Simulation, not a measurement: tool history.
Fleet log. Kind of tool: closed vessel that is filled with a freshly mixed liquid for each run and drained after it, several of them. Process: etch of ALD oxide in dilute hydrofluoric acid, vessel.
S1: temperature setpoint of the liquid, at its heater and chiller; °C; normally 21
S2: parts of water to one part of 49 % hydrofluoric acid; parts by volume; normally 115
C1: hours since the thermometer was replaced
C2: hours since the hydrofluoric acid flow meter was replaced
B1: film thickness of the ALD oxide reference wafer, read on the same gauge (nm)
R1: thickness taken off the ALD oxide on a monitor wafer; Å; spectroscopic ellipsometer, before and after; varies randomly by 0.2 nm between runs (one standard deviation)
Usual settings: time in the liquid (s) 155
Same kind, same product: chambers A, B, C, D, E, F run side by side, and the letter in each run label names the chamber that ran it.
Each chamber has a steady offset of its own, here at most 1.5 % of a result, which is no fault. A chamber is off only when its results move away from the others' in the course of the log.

run 1F day=0.542 | S1=21 S2=115 time_in_the_liquid_(s)=155 | C1=176 C2=245.2 | B1=119.99 | R1=217.14
run 2C day=1.046 | S1=21 S2=115 time_in_the_liquid_(s)=155 | C1=490.1 C2=202.1 | B1=120.03 | R1=217.25
run 3D day=1.4 | S1=21 S2=115 time_in_the_liquid_(s)=155 | C1=541.3 C2=637.5 | B1=120 | R1=218.05
run 4A day=1.95 | S1=21 S2=115 time_in_the_liquid_(s)=155 | C1=563.8 C2=406.9 | B1=119.99 | R1=217.85
run 5B day=2.267 | S1=21 S2=115 time_in_the_liquid_(s)=155 | C1=2028.3 C2=466.8 | B1=119.99 | R1=215.9
run 6E day=2.65 | S1=21 S2=115 time_in_the_liquid_(s)=155 | C1=843.8 C2=310.3 | B1=120.01 | R1=216.43
run 7D day=3.138 | S1=21 S2=115 time_in_the_liquid_(s)=155 | C1=583 C2=679.2 | B1=120 | R1=216.99
run 8A day=3.588 | S1=21 S2=115 time_in_the_liquid_(s)=155 | C1=603.1 C2=446.2 | B1=119.97 | R1=217.83
run 9F day=4.112 | S1=21 S2=115 time_in_the_liquid_(s)=155 | C1=261.7 C2=330.9 | B1=119.97 | R1=218.75
run 10E day=4.492 | S1=21 S2=115 time_in_the_liquid_(s)=155 | C1=888 C2=354.5 | B1=120.02 | R1=218
run 11B day=4.775 | S1=21 S2=115 time_in_the_liquid_(s)=155 | C1=2088.5 C2=527 | B1=120 | R1=217.03
-- day=4.888 chamber B: thermometer replaced
run 12C day=5.1 | S1=21 S2=115 time_in_the_liquid_(s)=155 | C1=587.4 C2=299.4 | B1=120.01 | R1=221.71
-- day=5.158 chamber E: thermometer replaced
run 13A day=5.675 | S1=21 S2=115 time_in_the_liquid_(s)=155 | C1=653.2 C2=496.3 | B1=120 | R1=219.38
run 14D day=6.25 | S1=21 S2=115 time_in_the_liquid_(s)=155 | C1=657.7 C2=753.9 | B1=119.99 | R1=216.18
run 15B day=6.742 | S1=21 S2=115 time_in_the_liquid_(s)=155 | C1=44.5 C2=574.2 | B1=119.99 | R1=214.74
-- day=7.1 chamber A: hydrofluoric acid flow meter replaced
run 16F day=7.104 | S1=21 S2=115 time_in_the_liquid_(s)=155 | C1=333.5 C2=402.7 | B1=120.03 | R1=214.54
run 17C day=7.483 | S1=21 S2=115 time_in_the_liquid_(s)=155 | C1=644.6 C2=356.6 | B1=120.02 | R1=219.57
run 18E day=7.746 | S1=21 S2=115 time_in_the_liquid_(s)=155 | C1=62.2 C2=432.6 | B1=120.02 | R1=217.08
run 19D day=8.071 | S1=21 S2=115 time_in_the_liquid_(s)=90 | C1=701.4 C2=797.6 | B1=120 | R1=125.34
run 20B day=8.596 | S1=21 S2=115 time_in_the_liquid_(s)=90 | C1=89 C2=618.7 | B1=120.01 | R1=126.81
run 21F day=8.967 | S1=21 S2=115 time_in_the_liquid_(s)=90 | C1=378.2 C2=447.4 | B1=120.01 | R1=125.44
run 22A day=9.396 | S1=21 S2=115 time_in_the_liquid_(s)=90 | C1=742.5 C2=55.2 | B1=120.01 | R1=126.82
run 23E day=9.967 | S1=21 S2=115 time_in_the_liquid_(s)=90 | C1=115.5 C2=485.9 | B1=120.01 | R1=125.33
run 24C day=10.35 | S1=21 S2=115 time_in_the_liquid_(s)=90 | C1=713.4 C2=425.4 | B1=119.97 | R1=127.8
run 25C day=10.696 | S1=21 S2=150 time_in_the_liquid_(s)=65 | C1=721.7 C2=433.7 | B1=120.02 | R1=67.606
run 26E day=11.004 | S1=21 S2=150 time_in_the_liquid_(s)=65 | C1=140.4 C2=510.8 | B1=119.99 | R1=67.576
run 27F day=11.279 | S1=21 S2=150 time_in_the_liquid_(s)=65 | C1=433.7 C2=502.9 | B1=120 | R1=66.552
run 28B day=11.575 | S1=21 S2=150 time_in_the_liquid_(s)=65 | C1=160.5 C2=690.2 | B1=119.99 | R1=67.344
run 29D day=11.85 | S1=21 S2=150 time_in_the_liquid_(s)=65 | C1=792.1 C2=888.3 | B1=119.99 | R1=65.953
-- day=11.921 chamber B: hydrofluoric acid flow meter replaced
run 30A day=12.183 | S1=21 S2=150 time_in_the_liquid_(s)=65 | C1=809.4 C2=122.1 | B1=120 | R1=66.767
run 31D day=12.462 | S1=21 S2=115 time_in_the_liquid_(s)=155 | C1=806.8 C2=903 | B1=120.03 | R1=218.88
run 32B day=12.812 | S1=21 S2=115 time_in_the_liquid_(s)=155 | C1=190.2 C2=21.5 | B1=120 | R1=217.74
-- day=12.825 chamber A: thermometer replaced
run 33A day=13.188 | S1=21 S2=115 time_in_the_liquid_(s)=155 | C1=8.7 C2=146.2 | B1=120.02 | R1=220.13
run 34F day=13.483 | S1=21 S2=170 time_in_the_liquid_(s)=155 | C1=486.6 C2=555.8 | B1=120 | R1=137.57
run 35E day=13.888 | S1=21 S2=170 time_in_the_liquid_(s)=155 | C1=209.6 C2=580 | B1=119.99 | R1=135.68
run 36C day=14.383 | S1=21 S2=170 time_in_the_liquid_(s)=155 | C1=810.2 C2=522.2 | B1=119.99 | R1=140.97

For the next run the whole fleet of 6 chambers uses the same settings. Give each chamber's results:
run 37A day=14.8 | S1=21 S2=150 time_in_the_liquid_(s)=155 | R1=?
run 37B day=14.8 | S1=21 S2=150 time_in_the_liquid_(s)=155 | R1=?
run 37C day=14.8 | S1=21 S2=150 time_in_the_liquid_(s)=155 | R1=?
run 37D day=14.8 | S1=21 S2=150 time_in_the_liquid_(s)=155 | R1=?
run 37E day=14.8 | S1=21 S2=150 time_in_the_liquid_(s)=155 | R1=?
run 37F day=14.8 | S1=21 S2=150 time_in_the_liquid_(s)=155 | R1=?

run=37A R1=161.7
run=37B R1=159.31
run=37C R1=161.5
run=37D R1=157.35
run=37E R1=160.15
run=37F R1=160.85
